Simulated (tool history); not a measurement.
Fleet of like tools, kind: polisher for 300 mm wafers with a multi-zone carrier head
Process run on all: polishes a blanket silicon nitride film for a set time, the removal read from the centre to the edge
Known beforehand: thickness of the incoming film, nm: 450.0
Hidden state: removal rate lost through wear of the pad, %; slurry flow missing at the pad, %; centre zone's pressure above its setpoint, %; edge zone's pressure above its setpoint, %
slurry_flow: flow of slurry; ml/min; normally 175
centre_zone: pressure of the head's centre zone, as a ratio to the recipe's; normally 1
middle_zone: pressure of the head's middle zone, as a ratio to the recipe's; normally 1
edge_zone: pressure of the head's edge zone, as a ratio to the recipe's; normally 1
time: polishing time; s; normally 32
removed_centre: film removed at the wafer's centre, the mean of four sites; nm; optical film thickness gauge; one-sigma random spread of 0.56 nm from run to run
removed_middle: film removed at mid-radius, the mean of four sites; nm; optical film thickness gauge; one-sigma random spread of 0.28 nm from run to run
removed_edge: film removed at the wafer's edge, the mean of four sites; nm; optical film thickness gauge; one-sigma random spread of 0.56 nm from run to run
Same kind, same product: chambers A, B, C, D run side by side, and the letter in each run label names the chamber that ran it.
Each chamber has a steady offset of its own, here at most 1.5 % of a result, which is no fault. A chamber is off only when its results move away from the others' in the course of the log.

run   hour  slurry_flow  centre_zone  middle_zone  edge_zone  time  wafers polished on this pad  hours since the slurry nozzle was cleaned  hours since the centre zone pressure was calibrated  hours since the edge zone pressure was calibrated  removed_centre  removed_middle  removed_edge
       1.3  -- chamber C: worn pad replaced by a new one
       1.7  -- chamber D: worn pad replaced by a new one
 1B    3.2          175            1            1          1    32                          870                                      194.7                                                340.1                                              943.9          41.048          40.873        41.953
 2D    6.8          175            1            1          1    32                           46                                      157.3                                                   54                                              264.2           41.82          40.761        40.918
 3A   10.2          175            1            1          1    32                          530                                      339.8                                                592.5                                              463.2          40.016          41.467        41.818
 4C   12.8          175            1            1          1    32                          103                                      377.1                                                445.5                                              357.2           42.16          40.087        40.376
 5C   17.6          175            1            1          1    32                          147                                      381.9                                                450.3                                                362          41.499          41.542        41.853
      18.8  -- chamber B: worn pad replaced by a new one
 6D   20.2          175            1            1          1    32                          167                                      170.7                                                 67.4                                              277.6          41.656          40.022        41.218
      24.6  -- chamber A: centre zone pressure recalibrated
 7B   24.7          175            1            1          1    32                           53                                      216.2                                                361.6                                              965.4          41.498           41.65        41.683
 8A   27.9          175            1            1          1    32                          690                                      357.5                                                  3.3                                              480.9          40.179           41.43        40.582
 9B     32          175         1.06            1          1    24                          119                                      223.5                                                368.9                                              972.7          33.651           31.03         31.59
10A     36          175         1.06            1          1    24                          763                                      365.6                                                 11.4                                                489          32.349          30.778        30.575
11D   39.8          175         1.06            1          1    24                          344                                      190.3                                                   87                                              297.2          33.006           30.38        30.645
12C   43.8          175         1.06            1          1    24                          383                                      408.1                                                476.5                                              388.2          32.643          29.998        30.346
      46.9  -- chamber B: edge zone pressure recalibrated
13A   47.4          175            1            1          1    32                          866                                        377                                                 22.8                                              500.4          40.121          41.378         41.18
        49  -- chamber A: slurry nozzle cleaned
14C   52.3          175            1            1          1    32                          460                                      416.6                                                  485                                              396.7          40.753          41.111        40.664
15D   55.7          175            1            1          1    32                          487                                      206.2                                                102.9                                              313.1          40.915          40.307        41.088
16B   58.9          175            1            1          1    32                          362                                      250.4                                                395.8                                               12.1          41.482          41.206        41.904
17B   62.1          175            1            1          1    32                          391                                      253.6                                                  399                                               15.3          41.162          41.261        40.438
      62.5  -- chamber C: worn pad replaced by a new one
      66.3  -- chamber A: worn pad replaced by a new one
18D   66.3          175            1            1          1    32                          583                                      216.8                                                113.5                                              323.7          41.747          40.721        39.812
19A   69.4          175            1            1          1    27                           28                                       20.5                                                 44.8                                              522.4          34.653          34.789         34.84
20C     73          175            1            1          1    27                           95                                      437.3                                                505.7                                              417.4          35.245           34.46        34.998
21D   75.8          175            1            1          1    27                          669                                      226.3                                                  123                                              333.2          35.063          34.336        35.123
22A   80.2          175            1            1          1    27                          125                                       31.3                                                 55.6                                              533.2          33.674          34.298         35.08
23B   84.8          175            1         1.08       1.08    32                          596                                      276.3                                                421.7                                                 38          41.927          44.562        42.654
24C   88.6          175            1         1.08       1.08    32                          236                                      452.9                                                521.3                                                433          41.795          44.243        42.779
25D   93.2          175            1         1.08       1.08    32                          826                                      243.7                                                140.4                                              350.6          41.941          43.671        42.721
26B   96.7          175            1         1.08       1.08    32                          703                                      288.2                                                433.6                                               49.9          41.629          44.381        43.723
27C  100.4          175            1            1          1    32                          342                                      464.7                                                533.1                                              444.8          41.111           40.92        41.189
28A  102.8          175            1            1          1    32                          329                                       53.9                                                 78.2                                              555.8          40.657          41.572        41.284
29D  105.3          175            1            1          1    32                          935                                      255.8                                                152.5                                              362.7          42.628          41.089        41.172
30A  107.9          175            1            1          1    32                          375                                         59                                                 83.3                                              560.9          40.976          41.143        40.468

One chamber off, gauge drift, or nothing amiss beyond the chambers' own small offsets? If it is a chamber, which one, and what is the likeliest cause?

No chamber is off and the gauge is stable; the differences are just each chamber's small, constant offset.
